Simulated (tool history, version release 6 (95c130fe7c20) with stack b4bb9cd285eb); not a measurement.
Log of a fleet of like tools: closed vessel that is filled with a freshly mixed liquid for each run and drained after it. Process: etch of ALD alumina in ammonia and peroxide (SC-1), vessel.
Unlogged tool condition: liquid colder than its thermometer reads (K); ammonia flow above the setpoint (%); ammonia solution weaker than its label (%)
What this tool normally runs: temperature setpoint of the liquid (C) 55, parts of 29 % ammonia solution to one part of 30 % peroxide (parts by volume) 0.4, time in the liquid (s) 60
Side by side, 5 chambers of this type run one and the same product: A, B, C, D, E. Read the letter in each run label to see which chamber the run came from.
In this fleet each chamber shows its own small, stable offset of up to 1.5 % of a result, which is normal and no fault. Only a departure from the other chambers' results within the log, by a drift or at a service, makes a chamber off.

| run | hour | temperature setpoint of the liquid (C) | parts of 29 % ammonia solution to one part of 30 % peroxide (parts by volume) | time in the liquid (s) | hours since the thermometer was replaced | hours since the ammonia flow meter was replaced | hours since the drum of ammonia solution was connected | read-back film thickness of the ALD alumina reference wafer, read on the same gauge (nm) | thickness taken off the ALD alumina on a monitor wafer (nm) |
|---|---|---|---|---|---|---|---|---|---|
| 1D | 8.2 | 55 | 0.4 | 60 | 2165.9 | 87.7 | 485.2 | 139.99 | 5.3942 |
| 2E | 12.2 | 55 | 0.4 | 60 | 1406.7 | 277.9 | 405.2 | 140 | 5.4212 |
| 3A | 21.1 | 55 | 0.4 | 60 | 1206.7 | 1436.5 | 597.5 | 140 | 5.4977 |
| 4C | 28.6 | 55 | 0.4 | 60 | 613.7 | 472.7 | 268.7 | 139.99 | 5.4095 |
| 5B | 36.1 | 55 | 0.4 | 60 | 528.6 | 130.1 | 46.3 | 140.01 | 5.4554 |
| 6D | 43.2 | 55 | 0.25 | 80 | 2200.9 | 122.7 | 520.2 | 139.99 | 6.9649 |
| 7C | 47.5 | 55 | 0.25 | 80 | 632.6 | 491.6 | 287.6 | 140 | 7.0413 |
| 8A | 53.8 | 55 | 0.25 | 80 | 1239.4 | 1469.2 | 630.2 | 140.01 | 7.0318 |
| 9E | 59.4 | 55 | 0.25 | 80 | 1453.9 | 325.1 | 452.4 | 140.01 | 6.8727 |
| 10B | 68.5 | 55 | 0.25 | 80 | 561 | 162.5 | 78.7 | 140.01 | 6.8066 |
| 11B | 75.3 | 55 | 0.4 | 60 | 567.8 | 169.3 | 85.5 | 139.99 | 5.4248 |
|  | 78 | chamber E: new drum of ammonia solution connected |
| 12C | 83.8 | 55 | 0.4 | 60 | 668.9 | 527.9 | 323.9 | 139.99 | 5.4092 |
| 13A | 88.5 | 55 | 0.4 | 60 | 1274.1 | 1503.9 | 664.9 | 140.01 | 5.4566 |
|  | 96.4 | chamber C: ammonia flow meter replaced |
| 14E | 97.6 | 55 | 0.4 | 60 | 1492.1 | 363.3 | 19.7 | 140 | 5.4347 |
| 15D | 101.8 | 55 | 0.3 | 90 | 2259.5 | 181.3 | 578.8 | 140.01 | 8.0088 |
| 16E | 106.4 | 55 | 0.3 | 90 | 1500.9 | 372.1 | 28.5 | 139.99 | 7.8757 |
| 17C | 111.7 | 55 | 0.3 | 90 | 696.8 | 15.4 | 351.8 | 140 | 8.0792 |
| 18B | 116.8 | 55 | 0.3 | 90 | 609.3 | 210.8 | 127 | 140.01 | 7.9037 |
| 19A | 122.5 | 55 | 0.3 | 90 | 1308.1 | 1537.9 | 698.9 | 140.01 | 7.8939 |
| 20D | 130.2 | 55 | 0.5 | 60 | 2287.9 | 209.7 | 607.2 | 139.99 | 5.492 |
| 21D | 139 | 55 | 0.5 | 60 | 2296.7 | 218.5 | 616 | 140 | 5.5465 |
| 22E | 143.4 | 55 | 0.5 | 60 | 1537.9 | 409.1 | 65.5 | 140.04 | 5.6386 |
| 23C | 152.6 | 55 | 0.5 | 60 | 737.7 | 56.3 | 392.7 | 140.01 | 5.4592 |
| 24B | 158.5 | 55 | 0.5 | 60 | 651 | 252.5 | 168.7 | 140.01 | 5.5552 |
| 25A | 163.8 | 55 | 0.4 | 60 | 1349.4 | 1579.2 | 740.2 | 140.01 | 5.3283 |
| 26B | 170.8 | 55 | 0.4 | 60 | 663.3 | 264.8 | 181 | 140.01 | 5.4436 |
| 27A | 178.3 | 55 | 0.25 | 50 | 1363.9 | 1593.7 | 754.7 | 140.01 | 4.185 |
| 28C | 184.5 | 55 | 0.25 | 50 | 769.6 | 88.2 | 424.6 | 139.99 | 4.3803 |
| 29D | 188.9 | 55 | 0.25 | 50 | 2346.6 | 268.4 | 665.9 | 140 | 4.3548 |
| 30E | 196.2 | 55 | 0.25 | 50 | 1590.7 | 461.9 | 118.3 | 140.01 | 4.3168 |
| 31C | 201.7 | 55 | 0.25 | 50 | 786.8 | 105.4 | 441.8 | 139.99 | 4.3255 |
| 32E | 205.9 | 55 | 0.4 | 60 | 1600.4 | 471.6 | 128 | 140 | 5.5078 |
| 33B | 213.4 | 55 | 0.4 | 60 | 705.9 | 307.4 | 223.6 | 140.01 | 5.4185 |
| 34A | 221.9 | 55 | 0.4 | 60 | 1407.5 | 1637.3 | 798.3 | 140.01 | 5.2203 |
| 35D | 226.6 | 55 | 0.4 | 60 | 2384.3 | 306.1 | 703.6 | 140 | 5.4663 |
| 36C | 231.6 | 55 | 0.4 | 60 | 816.7 | 135.3 | 471.7 | 139.99 | 5.4765 |
| 37A | 236.7 | 55 | 0.4 | 60 | 1422.3 | 1652.1 | 813.1 | 139.99 | 5.0966 |

Predict what each chamber gives when all 5 of them run the settings below next.
| 38A | 243.4 | 55 | 0.4 | 60 |  |  |  |  | ? |
| 38B | 243.4 | 55 | 0.4 | 60 |  |  |  |  | ? |
| 38C | 243.4 | 55 | 0.4 | 60 |  |  |  |  | ? |
| 38D | 243.4 | 55 | 0.4 | 60 |  |  |  |  | ? |
| 38E | 243.4 | 55 | 0.4 | 60 |  |  |  |  | ? |

| run | thickness taken off the ALD alumina on a monitor wafer (nm) |
|---|---|
| 38A | 5.0577 |
| 38B | 5.5076 |
| 38C | 5.3472 |
| 38D | 5.4835 |
| 38E | 5.3994 |
